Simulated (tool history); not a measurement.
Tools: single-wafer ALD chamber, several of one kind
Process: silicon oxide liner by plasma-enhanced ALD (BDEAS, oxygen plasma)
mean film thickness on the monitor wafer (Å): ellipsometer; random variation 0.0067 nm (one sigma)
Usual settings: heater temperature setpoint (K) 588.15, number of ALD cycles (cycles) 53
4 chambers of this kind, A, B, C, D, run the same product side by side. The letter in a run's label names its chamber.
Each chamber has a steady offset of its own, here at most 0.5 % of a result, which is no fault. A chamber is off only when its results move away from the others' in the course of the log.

| run | hour | heater temperature setpoint (K) | number of ALD cycles (cycles) | read-back reference wafer on the same gauge, thickness_nm | mean film thickness on the monitor wafer (Å) |
|---|---|---|---|---|---|
| 1D | 6.2 | 588.15 | 53 | 4.9407 | 48.321 |
| 2C | 13.6 | 588.15 | 53 | 4.9390 | 48.468 |
| 3A | 18.4 | 588.15 | 53 | 4.9394 | 48.252 |
| 4B | 23.5 | 588.15 | 53 | 4.9377 | 48.263 |
| 5D | 32.2 | 588.15 | 53 | 4.9366 | 48.237 |
| 6C | 40.0 | 588.15 | 53 | 4.9370 | 48.352 |
| 7B | 50.6 | 588.15 | 53 | 4.9338 | 48.189 |
| 8A | 55.7 | 588.15 | 53 | 4.9355 | 48.370 |
| 9D | 62.6 | 588.15 | 53 | 4.9331 | 48.232 |
| 10B | 70.8 | 588.15 | 53 | 4.9328 | 48.276 |
| 11C | 81.0 | 588.15 | 53 | 4.9338 | 48.326 |
| 12A | 90.5 | 588.15 | 53 | 4.9301 | 48.351 |
| 13D | 98.1 | 588.15 | 53 | 4.9290 | 48.129 |
| 14C | 104.3 | 595.15 | 60 | 4.9277 | 54.161 |
| 15B | 112.3 | 595.15 | 60 | 4.9269 | 53.964 |
| 16A | 122.4 | 595.15 | 60 | 4.9280 | 54.215 |
| 17C | 130.2 | 595.15 | 60 | 4.9278 | 54.291 |
| 18A | 140.9 | 588.15 | 53 | 4.9250 | 48.184 |
| 19B | 147.0 | 588.15 | 53 | 4.9237 | 48.174 |
| 20D | 154.8 | 588.15 | 53 | 4.9262 | 48.225 |
| 21C | 160.9 | 588.15 | 53 | 4.9226 | 48.297 |
| 22D | 168.1 | 588.15 | 53 | 4.9235 | 48.065 |
| 23A | 175.7 | 588.15 | 62 | 4.9217 | 56.503 |
| 24B | 186.6 | 588.15 | 62 | 4.9211 | 56.235 |
| 25B | 196.9 | 588.15 | 62 | 4.9181 | 56.216 |
| 26C | 202.5 | 588.15 | 62 | 4.9186 | 56.394 |
| 27D | 209.5 | 588.15 | 53 | 4.9187 | 48.088 |
| 28A | 216.8 | 588.15 | 53 | 4.9177 | 48.171 |
| 29A | 222.4 | 588.15 | 53 | 4.9170 | 48.093 |
| 30D | 233.3 | 588.15 | 53 | 4.9150 | 48.185 |
| 31B | 239.2 | 588.15 | 53 | 4.9154 | 48.003 |
| 32C | 246.4 | 588.15 | 53 | 4.9137 | 48.147 |
| 33B | 257.0 | 588.15 | 53 | 4.9136 | 48.115 |
| 34C | 262.0 | 588.15 | 53 | 4.9142 | 48.282 |

All 4 chambers run these settings next. Forecast each chamber's results:
| 35A | 269.8 | 588.15 | 53 |  | ? |
| 35B | 269.8 | 588.15 | 53 |  | ? |
| 35C | 269.8 | 588.15 | 53 |  | ? |
| 35D | 269.8 | 588.15 | 53 |  | ? |

| run | mean film thickness on the monitor wafer (Å) |
|---|---|
| 35A | 48.082 |
| 35B | 48.034 |
| 35C | 48.246 |
| 35D | 48.172 |

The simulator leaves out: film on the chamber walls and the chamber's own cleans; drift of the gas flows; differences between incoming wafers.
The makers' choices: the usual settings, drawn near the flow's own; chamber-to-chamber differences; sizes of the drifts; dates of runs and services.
